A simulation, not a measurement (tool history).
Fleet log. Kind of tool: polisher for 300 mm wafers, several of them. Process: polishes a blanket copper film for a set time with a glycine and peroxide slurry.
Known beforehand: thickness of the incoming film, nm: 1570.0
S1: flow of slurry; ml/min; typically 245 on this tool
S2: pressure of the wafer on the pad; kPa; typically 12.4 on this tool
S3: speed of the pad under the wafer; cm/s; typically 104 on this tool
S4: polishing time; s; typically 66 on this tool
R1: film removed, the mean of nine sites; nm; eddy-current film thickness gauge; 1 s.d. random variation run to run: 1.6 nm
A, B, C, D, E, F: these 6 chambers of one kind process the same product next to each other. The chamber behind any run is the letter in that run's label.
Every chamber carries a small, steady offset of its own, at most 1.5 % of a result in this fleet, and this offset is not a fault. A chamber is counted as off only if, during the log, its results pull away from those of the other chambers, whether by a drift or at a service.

run 1C day=0.117 | S1=245 S2=12.4 S3=104 S4=66 | R1=217.85
-- day=0.154 chamber C: worn pad replaced by a new one
run 2D day=0.242 | S1=245 S2=12.4 S3=104 S4=66 | R1=221.26
-- day=0.308 chamber D: worn pad replaced by a new one
run 3E day=0.421 | S1=245 S2=12.4 S3=104 S4=66 | R1=221.79
run 4B day=0.571 | S1=245 S2=12.4 S3=104 S4=66 | R1=218.06
run 5A day=0.817 | S1=245 S2=12.4 S3=104 S4=66 | R1=216.98
run 6F day=0.979 | S1=245 S2=12.4 S3=104 S4=66 | R1=219.62
-- day=1.121 chamber F: head pressure recalibrated
run 7C day=1.138 | S1=245 S2=12.4 S3=104 S4=66 | R1=215.93
-- day=1.246 chamber A: slurry nozzle cleaned
-- day=1.258 chamber B: slurry nozzle cleaned
run 8B day=1.362 | S1=245 S2=12.4 S3=104 S4=66 | R1=220.86
-- day=1.512 chamber B: worn pad replaced by a new one
run 9A day=1.533 | S1=245 S2=12.4 S3=104 S4=66 | R1=217.28
run 10D day=1.654 | S1=245 S2=12.4 S3=104 S4=66 | R1=219.83
-- day=1.671 chamber E: worn pad replaced by a new one
run 11E day=1.788 | S1=245 S2=12.4 S3=104 S4=66 | R1=219.28
-- day=1.808 chamber F: worn pad replaced by a new one
-- day=1.846 chamber F: slurry nozzle cleaned
run 12F day=1.967 | S1=245 S2=9.7 S3=104 S4=66 | R1=182.60
-- day=1.996 chamber A: worn pad replaced by a new one
run 13C day=2.154 | S1=245 S2=9.7 S3=104 S4=66 | R1=182.78
run 14A day=2.267 | S1=245 S2=9.7 S3=104 S4=66 | R1=181.46
run 15B day=2.508 | S1=245 S2=9.7 S3=104 S4=66 | R1=183.48
-- day=2.558 chamber D: worn pad replaced by a new one
run 16E day=2.725 | S1=245 S2=9.7 S3=104 S4=66 | R1=178.35
run 17F day=2.950 | S1=245 S2=9.7 S3=104 S4=66 | R1=184.99
run 18D day=3.058 | S1=315 S2=12.4 S3=104 S4=66 | R1=225.91
run 19E day=3.171 | S1=315 S2=12.4 S3=104 S4=66 | R1=219.33
run 20B day=3.325 | S1=315 S2=12.4 S3=104 S4=66 | R1=223.90
-- day=3.404 chamber B: worn pad replaced by a new one
run 21D day=3.438 | S1=315 S2=12.4 S3=104 S4=66 | R1=224.08
run 22C day=3.675 | S1=315 S2=12.4 S3=104 S4=66 | R1=224.62
run 23F day=3.812 | S1=315 S2=12.4 S3=104 S4=66 | R1=224.30
run 24A day=3.996 | S1=245 S2=15.2 S3=104 S4=66 | R1=252.65
-- day=4.083 chamber C: slurry nozzle cleaned
run 25D day=4.121 | S1=245 S2=15.2 S3=104 S4=66 | R1=256.32
-- day=4.212 chamber C: worn pad replaced by a new one
-- day=4.212 chamber F: worn pad replaced by a new one
run 26C day=4.362 | S1=245 S2=15.2 S3=104 S4=66 | R1=257.94
run 27E day=4.571 | S1=245 S2=15.2 S3=104 S4=66 | R1=246.50
-- day=4.717 chamber D: worn pad replaced by a new one
run 28A day=4.717 | S1=245 S2=15.2 S3=104 S4=66 | R1=257.95
run 29B day=4.862 | S1=245 S2=15.2 S3=104 S4=66 | R1=258.40
run 30F day=5.088 | S1=220 S2=12.4 S3=104 S4=66 | R1=216.00
-- day=5.262 chamber B: worn pad replaced by a new one
run 31F day=5.279 | S1=220 S2=12.4 S3=104 S4=66 | R1=217.53
run 32E day=5.417 | S1=220 S2=12.4 S3=104 S4=66 | R1=204.22
run 33D day=5.579 | S1=220 S2=12.4 S3=104 S4=66 | R1=216.04
run 34A day=5.796 | S1=220 S2=12.4 S3=104 S4=66 | R1=216.98
run 35B day=5.938 | S1=220 S2=12.4 S3=104 S4=66 | R1=215.78
run 36C day=6.146 | S1=245 S2=12.4 S3=104 S4=66 | R1=218.54

Next, every chamber runs the same settings. What will each give?
run 37A day=6.321 | S1=245 S2=12.4 S3=104 S4=66 | R1=?
run 37B day=6.321 | S1=245 S2=12.4 S3=104 S4=66 | R1=?
run 37C day=6.321 | S1=245 S2=12.4 S3=104 S4=66 | R1=?
run 37D day=6.321 | S1=245 S2=12.4 S3=104 S4=66 | R1=?
run 37E day=6.321 | S1=245 S2=12.4 S3=104 S4=66 | R1=?
run 37F day=6.321 | S1=245 S2=12.4 S3=104 S4=66 | R1=?

run=37A R1=219.27
run=37B R1=220.86
run=37C R1=217.89
run=37D R1=217.78
run=37E R1=205.40
run=37F R1=217.55
